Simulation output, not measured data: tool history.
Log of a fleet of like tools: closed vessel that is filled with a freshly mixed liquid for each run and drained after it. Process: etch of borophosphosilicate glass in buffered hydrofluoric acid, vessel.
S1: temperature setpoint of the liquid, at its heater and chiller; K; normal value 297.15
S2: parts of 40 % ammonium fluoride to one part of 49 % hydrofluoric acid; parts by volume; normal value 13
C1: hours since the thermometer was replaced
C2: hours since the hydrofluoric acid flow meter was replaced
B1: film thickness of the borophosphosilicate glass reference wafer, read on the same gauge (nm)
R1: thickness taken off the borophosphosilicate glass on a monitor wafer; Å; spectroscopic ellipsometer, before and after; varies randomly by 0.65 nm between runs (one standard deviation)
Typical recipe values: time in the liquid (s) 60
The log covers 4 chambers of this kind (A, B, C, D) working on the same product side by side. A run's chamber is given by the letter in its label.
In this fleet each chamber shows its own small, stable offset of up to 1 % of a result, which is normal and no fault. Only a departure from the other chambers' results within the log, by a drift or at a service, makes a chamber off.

{"run": "1C", "hour": 5.9, "S1": 297.15, "S2": 13, "time in the liquid (s)": 60, "C1": 223, "C2": 63.1, "B1": 140.01, "R1": 752.5}
{"run": "2D", "hour": 12.9, "S1": 297.15, "S2": 13, "time in the liquid (s)": 60, "C1": 741.1, "C2": 542.7, "B1": 140.01, "R1": 759.01}
{"run": "3B", "hour": 19.5, "S1": 297.15, "S2": 13, "time in the liquid (s)": 60, "C1": 371.9, "C2": 1026.9, "B1": 140, "R1": 744.42}
{"run": "4A", "hour": 23.5, "S1": 297.15, "S2": 13, "time in the liquid (s)": 60, "C1": 1418.8, "C2": 1723.7, "B1": 140.01, "R1": 733.49}
{"run": "5B", "hour": 31.3, "S1": 297.15, "S2": 15.5, "time in the liquid (s)": 30, "C1": 383.7, "C2": 1038.7, "B1": 140, "R1": 314.1}
{"run": "6A", "hour": 38.0, "S1": 297.15, "S2": 15.5, "time in the liquid (s)": 30, "C1": 1433.3, "C2": 1738.2, "B1": 139.99, "R1": 315.6}
{"run": "7D", "hour": 43.1, "S1": 297.15, "S2": 15.5, "time in the liquid (s)": 30, "C1": 771.3, "C2": 572.9, "B1": 140.01, "R1": 320.89}
{"run": "8C", "hour": 48.6, "S1": 297.15, "S2": 15.5, "time in the liquid (s)": 30, "C1": 265.7, "C2": 105.8, "B1": 140, "R1": 309.22}
{"run": "9B", "hour": 53.5, "S1": 297.15, "S2": 13, "time in the liquid (s)": 60, "C1": 405.9, "C2": 1060.9, "B1": 140.01, "R1": 748.17}
{"run": "10A", "hour": 57.9, "S1": 297.15, "S2": 13, "time in the liquid (s)": 60, "C1": 1453.2, "C2": 1758.1, "B1": 140.01, "R1": 749.53}
{"run": "11C", "hour": 62.7, "S1": 297.15, "S2": 13, "time in the liquid (s)": 60, "C1": 279.8, "C2": 119.9, "B1": 139.99, "R1": 744.75}
{"hour": 65.3, "done": "chamber B: hydrofluoric acid flow meter replaced"}
{"run": "12D", "hour": 69.8, "S1": 297.15, "S2": 13, "time in the liquid (s)": 60, "C1": 798, "C2": 599.6, "B1": 140.03, "R1": 775.33}
{"run": "13B", "hour": 73.5, "S1": 297.15, "S2": 13, "time in the liquid (s)": 60, "C1": 425.9, "C2": 8.3, "B1": 139.97, "R1": 737.94}
{"run": "14A", "hour": 76.9, "S1": 297.15, "S2": 13, "time in the liquid (s)": 60, "C1": 1472.2, "C2": 1777.1, "B1": 140, "R1": 753.38}
{"run": "15D", "hour": 82.6, "S1": 297.15, "S2": 13, "time in the liquid (s)": 60, "C1": 810.8, "C2": 612.4, "B1": 140.01, "R1": 789.98}
{"run": "16C", "hour": 87.2, "S1": 297.15, "S2": 13, "time in the liquid (s)": 60, "C1": 304.3, "C2": 144.4, "B1": 140.01, "R1": 747.99}
{"run": "17B", "hour": 94.3, "S1": 297.15, "S2": 13, "time in the liquid (s)": 60, "C1": 446.7, "C2": 29.1, "B1": 139.99, "R1": 747.07}
{"run": "18A", "hour": 97.9, "S1": 297.15, "S2": 13, "time in the liquid (s)": 60, "C1": 1493.2, "C2": 1798.1, "B1": 140.01, "R1": 742.41}
{"run": "19D", "hour": 103.6, "S1": 297.15, "S2": 13, "time in the liquid (s)": 60, "C1": 831.8, "C2": 633.4, "B1": 140, "R1": 794.77}
{"run": "20C", "hour": 110.0, "S1": 297.15, "S2": 13, "time in the liquid (s)": 60, "C1": 327.1, "C2": 167.2, "B1": 140, "R1": 751.22}
{"run": "21A", "hour": 116.2, "S1": 297.15, "S2": 13, "time in the liquid (s)": 60, "C1": 1511.5, "C2": 1816.4, "B1": 140, "R1": 744.32}
{"run": "22D", "hour": 121.1, "S1": 297.15, "S2": 13, "time in the liquid (s)": 60, "C1": 849.3, "C2": 650.9, "B1": 140.02, "R1": 790.83}
{"run": "23C", "hour": 127.3, "S1": 297.15, "S2": 13, "time in the liquid (s)": 60, "C1": 344.4, "C2": 184.5, "B1": 139.99, "R1": 754.22}
{"run": "24B", "hour": 133.3, "S1": 297.15, "S2": 13, "time in the liquid (s)": 60, "C1": 485.7, "C2": 68.1, "B1": 140, "R1": 745.84}
{"run": "25D", "hour": 138.6, "S1": 297.15, "S2": 13, "time in the liquid (s)": 60, "C1": 866.8, "C2": 668.4, "B1": 139.99, "R1": 789.3}
{"run": "26B", "hour": 144.6, "S1": 297.15, "S2": 13, "time in the liquid (s)": 60, "C1": 497, "C2": 79.4, "B1": 140.02, "R1": 745.19}
{"run": "27C", "hour": 151.1, "S1": 297.15, "S2": 13, "time in the liquid (s)": 60, "C1": 368.2, "C2": 208.3, "B1": 140, "R1": 760.13}
{"run": "28A", "hour": 158.0, "S1": 297.15, "S2": 13, "time in the liquid (s)": 60, "C1": 1553.3, "C2": 1858.2, "B1": 140, "R1": 754.93}
{"run": "29A", "hour": 163.9, "S1": 297.15, "S2": 13, "time in the liquid (s)": 60, "C1": 1559.2, "C2": 1864.1, "B1": 140, "R1": 751.44}
{"run": "30B", "hour": 168.0, "S1": 297.15, "S2": 13, "time in the liquid (s)": 60, "C1": 520.4, "C2": 102.8, "B1": 139.99, "R1": 747.13}
{"run": "31D", "hour": 173.0, "S1": 297.15, "S2": 13, "time in the liquid (s)": 60, "C1": 901.2, "C2": 702.8, "B1": 139.99, "R1": 801.78}
{"hour": 177.1, "done": "chamber A: hydrofluoric acid flow meter replaced"}
{"run": "32C", "hour": 180.3, "S1": 297.15, "S2": 13, "time in the liquid (s)": 60, "C1": 397.4, "C2": 237.5, "B1": 139.99, "R1": 755.07}
{"run": "33D", "hour": 187.4, "S1": 297.15, "S2": 13, "time in the liquid (s)": 60, "C1": 915.6, "C2": 717.2, "B1": 139.99, "R1": 818.19}
{"run": "34B", "hour": 194.2, "S1": 297.15, "S2": 13, "time in the liquid (s)": 60, "C1": 546.6, "C2": 129, "B1": 139.99, "R1": 748.75}
{"run": "35C", "hour": 201.6, "S1": 297.15, "S2": 13, "time in the liquid (s)": 60, "C1": 418.7, "C2": 258.8, "B1": 139.99, "R1": 745.12}
{"run": "36A", "hour": 208.9, "S1": 297.15, "S2": 13, "time in the liquid (s)": 60, "C1": 1604.2, "C2": 31.8, "B1": 139.98, "R1": 753.4}
{"run": "37C", "hour": 215.7, "S1": 297.15, "S2": 13, "time in the liquid (s)": 60, "C1": 432.8, "C2": 272.9, "B1": 140.01, "R1": 753.94}
{"hour": 217.4, "done": "chamber A: thermometer replaced"}
{"run": "38B", "hour": 221.9, "S1": 297.15, "S2": 13, "time in the liquid (s)": 60, "C1": 574.3, "C2": 156.7, "B1": 140.01, "R1": 743.52}
{"run": "39A", "hour": 227.5, "S1": 297.15, "S2": 13, "time in the liquid (s)": 60, "C1": 10.2, "C2": 50.4, "B1": 140, "R1": 741.29}
{"run": "40D", "hour": 234.4, "S1": 297.15, "S2": 13, "time in the liquid (s)": 60, "C1": 962.6, "C2": 764.2, "B1": 140.01, "R1": 832.27}
{"run": "41C", "hour": 239.7, "S1": 297.15, "S2": 13, "time in the liquid (s)": 60, "C1": 456.8, "C2": 296.9, "B1": 139.99, "R1": 755.2}
{"run": "42D", "hour": 244.6, "S1": 297.15, "S2": 13, "time in the liquid (s)": 60, "C1": 972.8, "C2": 774.4, "B1": 139.98, "R1": 843.11}

What goes on in this fleet: one chamber off, a drifting gauge, or nothing beyond the chambers' own small offsets? Name the chamber and the cause, if any.

One chamber, D, drifts off from the rest bit by bit.
Cause: hydrofluoric acid flow above the setpoint (%) = 11.7.
With only this log, it may be confused with: liquid hotter than its thermometer reads (K).

Chamber D could run next with any of the 4 candidate recipes listed below; each alters the usual settings, and their results appear as question marks. Which one brings its results back in line with what the other chambers deliver on the usual settings?
To be in line, a result may differ from the other chambers' mean on the usual settings by at most: R1 23 Å
{"run": "43D-1", "hour": 250.3, "S1": 297.15, "S2": 11.5, "time in the liquid (s)": 60, "R1": "?"}
{"run": "43D-2", "hour": 250.3, "S1": 298.15, "S2": 13, "time in the liquid (s)": 70, "R1": "?"}
{"run": "43D-3", "hour": 250.3, "S1": 295.15, "S2": 13, "time in the liquid (s)": 60, "R1": "?"}
{"run": "43D-4", "hour": 250.3, "S1": 297.15, "S2": 16, "time in the liquid (s)": 60, "R1": "?"}

Average result of the remaining chambers running the usual settings: R1 749.5 Å
run=43D-1 R1=953.52
run=43D-2 R1=1042.1
run=43D-3 R1=760.93
run=43D-4 R1=692.1
The right change is 43D-3: it brings the chamber back within the allowed miss of the others.
